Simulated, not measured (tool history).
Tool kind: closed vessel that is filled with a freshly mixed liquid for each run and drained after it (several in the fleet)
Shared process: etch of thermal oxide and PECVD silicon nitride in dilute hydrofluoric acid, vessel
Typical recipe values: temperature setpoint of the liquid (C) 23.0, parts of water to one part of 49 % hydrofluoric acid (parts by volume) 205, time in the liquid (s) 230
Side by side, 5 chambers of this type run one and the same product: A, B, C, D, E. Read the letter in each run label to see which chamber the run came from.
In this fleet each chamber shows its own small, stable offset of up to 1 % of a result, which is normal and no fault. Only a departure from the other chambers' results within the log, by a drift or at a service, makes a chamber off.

run	hour	temperature setpoint of the liquid (C)	parts of water to one part of 49 % hydrofluoric acid (parts by volume)	time in the liquid (s)	hours since the thermometer was replaced	hours since the hydrofluoric acid flow meter was replaced	read-back film thickness of the thermal oxide reference wafer, read on the same gauge (nm)	read-back film thickness of the PECVD silicon nitride reference wafer, read on the same gauge (nm)	thickness taken off the thermal oxide on a monitor wafer (Å)	thickness taken off the PECVD silicon nitride on a monitor wafer (Å)
1B	7.4	23.0	205	230	542.2	715.8	129.99	69.995	50.330	29.788
# hour 16.7: chamber A: hydrofluoric acid flow meter replaced
2C	18.5	23.0	205	230	578.6	306.7	129.99	69.984	49.984	29.519
3E	29.0	23.0	205	230	2062.3	1163.0	130.00	69.994	49.378	28.858
4D	35.2	23.0	205	230	138.8	813.1	129.99	70.000	49.734	29.588
# hour 41.3: chamber B: hydrofluoric acid flow meter replaced
5A	41.9	23.0	290	230	334.9	25.2	129.97	69.956	31.790	21.066
6E	52.6	23.0	290	230	2085.9	1186.6	129.98	69.998	31.835	21.285
7B	60.3	23.0	290	230	595.1	19.0	130.02	69.976	32.368	20.730
8C	65.3	23.0	290	230	625.4	353.5	130.04	70.000	32.307	20.844
9A	72.6	23.0	290	230	365.6	55.9	130.02	70.020	32.326	20.888
10D	78.9	23.0	205	230	182.5	856.8	129.95	70.001	49.799	29.829
11A	85.4	23.0	205	230	378.4	68.7	129.98	70.020	49.498	28.822
12B	91.8	23.0	205	230	626.6	50.5	130.03	70.017	50.215	29.871
13E	97.1	23.0	205	230	2130.4	1231.1	130.02	70.006	48.477	28.997
14D	108.0	23.0	205	230	211.6	885.9	130.02	69.977	49.122	29.770
15C	115.8	23.0	205	230	675.9	404.0	129.97	69.973	49.980	29.685
16B	126.2	23.0	205	230	661.0	84.9	130.03	69.986	49.233	29.205
17C	134.3	23.0	205	230	694.4	422.5	130.01	69.994	50.323	30.457
18A	139.9	23.0	205	230	432.9	123.2	130.03	70.013	49.514	29.741
19D	146.7	23.0	205	230	250.3	924.6	130.00	70.024	49.525	29.413
20E	153.8	23.0	205	230	2187.1	1287.8	130.01	69.981	48.766	29.730
# hour 163.9: chamber D: hydrofluoric acid flow meter replaced
21D	164.9	23.0	205	230	268.5	1.1	130.02	70.035	48.681	29.574
22C	174.9	23.0	205	230	735.0	463.1	129.99	69.955	52.155	30.298
23A	184.0	23.0	205	230	477.0	167.3	130.00	69.968	49.640	29.371
24B	189.5	23.0	205	230	724.3	148.2	129.99	69.982	50.078	29.712
25E	199.5	23.0	205	230	2232.8	1333.5	130.02	70.005	49.488	29.944
26C	207.3	23.0	205	230	767.4	495.5	129.98	69.970	52.191	30.792
27D	215.7	23.0	205	230	319.3	51.9	130.03	69.982	49.671	30.112
28B	224.3	23.0	205	230	759.1	183.0	129.99	69.967	50.295	30.529
29A	230.3	20.5	205	160	523.3	213.6	129.97	70.011	31.743	17.114
30E	239.5	20.5	205	160	2272.8	1373.5	130.00	70.002	31.381	17.433
31C	247.7	20.5	205	160	807.8	535.9	130.00	69.993	34.128	18.519
32B	255.3	20.5	205	160	790.1	214.0	129.99	69.975	31.411	17.387
33D	266.3	20.5	205	160	369.9	102.5	130.01	70.055	31.173	17.072
34E	277.3	27.0	285	230	2310.6	1411.3	130.01	69.957	38.010	27.205

For the next run the whole fleet of 5 chambers uses the same settings. Give each chamber's results:
35A	285.3	23.0	235	230					?	?
35B	285.3	23.0	235	230					?	?
35C	285.3	23.0	235	230					?	?
35D	285.3	23.0	235	230					?	?
35E	285.3	23.0	235	230					?	?

run	thickness taken off the thermal oxide on a monitor wafer (Å)	thickness taken off the PECVD silicon nitride on a monitor wafer (Å)
35A	42.082	25.369
35B	42.825	25.493
35C	47.075	27.652
35D	41.944	26.364
35E	42.330	25.540

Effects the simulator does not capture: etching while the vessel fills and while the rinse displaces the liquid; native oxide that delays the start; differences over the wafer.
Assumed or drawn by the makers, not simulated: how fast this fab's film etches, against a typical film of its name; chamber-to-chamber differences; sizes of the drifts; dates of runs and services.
